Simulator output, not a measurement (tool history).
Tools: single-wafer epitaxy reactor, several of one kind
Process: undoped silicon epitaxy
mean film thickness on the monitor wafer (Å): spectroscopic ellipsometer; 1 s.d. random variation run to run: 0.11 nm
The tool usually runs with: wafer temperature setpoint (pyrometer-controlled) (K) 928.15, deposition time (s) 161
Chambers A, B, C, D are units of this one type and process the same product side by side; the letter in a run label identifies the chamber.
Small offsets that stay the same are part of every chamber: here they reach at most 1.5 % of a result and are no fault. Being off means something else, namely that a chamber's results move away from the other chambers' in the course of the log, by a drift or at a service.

| run | hour | wafer temperature setpoint (pyrometer-controlled) (K) | deposition time (s) | hours since the last pyrometer calibration | read-back reference wafer on the same gauge, thickness_nm | mean film thickness on the monitor wafer (Å) |
|---|---|---|---|---|---|---|
| 1A | 5 | 928.15 | 161 | 400.9 | 33.595 | 305.42 |
| 2B | 9.9 | 928.15 | 161 | 632.8 | 33.606 | 303.96 |
| 3D | 15.9 | 928.15 | 161 | 2039.8 | 33.617 | 298.06 |
| 4C | 20.7 | 928.15 | 161 | 283.4 | 33.593 | 298.14 |
| 5C | 26.7 | 928.15 | 161 | 289.4 | 33.587 | 299.31 |
| 6A | 30.2 | 928.15 | 161 | 426.1 | 33.626 | 304.11 |
| 7B | 34 | 928.15 | 161 | 656.9 | 33.593 | 303.03 |
| 8D | 39.8 | 928.15 | 151 | 2063.7 | 33.596 | 279.6 |
| 9D | 46.9 | 928.15 | 151 | 2070.8 | 33.58 | 280.82 |
| 10A | 50.3 | 928.15 | 151 | 446.2 | 33.607 | 285.12 |
| 11C | 56.6 | 928.15 | 151 | 319.3 | 33.617 | 280.12 |
| 12B | 62.7 | 928.15 | 161 | 685.6 | 33.641 | 304.97 |
| 13D | 67.4 | 928.15 | 161 | 2091.3 | 33.602 | 299.56 |
| 14B | 73.5 | 928.15 | 161 | 696.4 | 33.602 | 303.61 |
| 15A | 78 | 928.15 | 161 | 473.9 | 33.59 | 305.21 |
| 16C | 84.9 | 928.15 | 161 | 347.6 | 33.611 | 299.13 |
| 17B | 92.2 | 928.15 | 161 | 715.1 | 33.599 | 307.06 |
| 18D | 98.2 | 928.15 | 161 | 2122.1 | 33.598 | 298.82 |
| 19C | 101.8 | 928.15 | 161 | 364.5 | 33.594 | 298.38 |
| 20A | 106.4 | 928.15 | 161 | 502.3 | 33.588 | 303.09 |
| 21A | 111.9 | 928.15 | 161 | 507.8 | 33.581 | 302.42 |
| 22B | 117.1 | 928.15 | 161 | 740 | 33.591 | 307.93 |
| 23D | 121.2 | 928.15 | 161 | 2145.1 | 33.613 | 300.57 |
| 24C | 127.9 | 928.15 | 161 | 390.6 | 33.593 | 297.75 |
| 25A | 135.4 | 928.15 | 161 | 531.3 | 33.605 | 307.76 |
| 26C | 142.9 | 928.15 | 161 | 405.6 | 33.608 | 298.32 |
| 27B | 147.7 | 928.15 | 161 | 770.6 | 33.589 | 309.69 |
| 28D | 152.1 | 915.15 | 138 | 2176 | 33.621 | 191.23 |

All 4 chambers run these settings next. Forecast each chamber's results:
| 29A | 157.5 | 928.15 | 161 |  |  | ? |
| 29B | 157.5 | 928.15 | 161 |  |  | ? |
| 29C | 157.5 | 928.15 | 161 |  |  | ? |
| 29D | 157.5 | 928.15 | 161 |  |  | ? |

| run | mean film thickness on the monitor wafer (Å) |
|---|---|
| 29A | 304.23 |
| 29B | 309.39 |
| 29C | 298.74 |
| 29D | 297.27 |
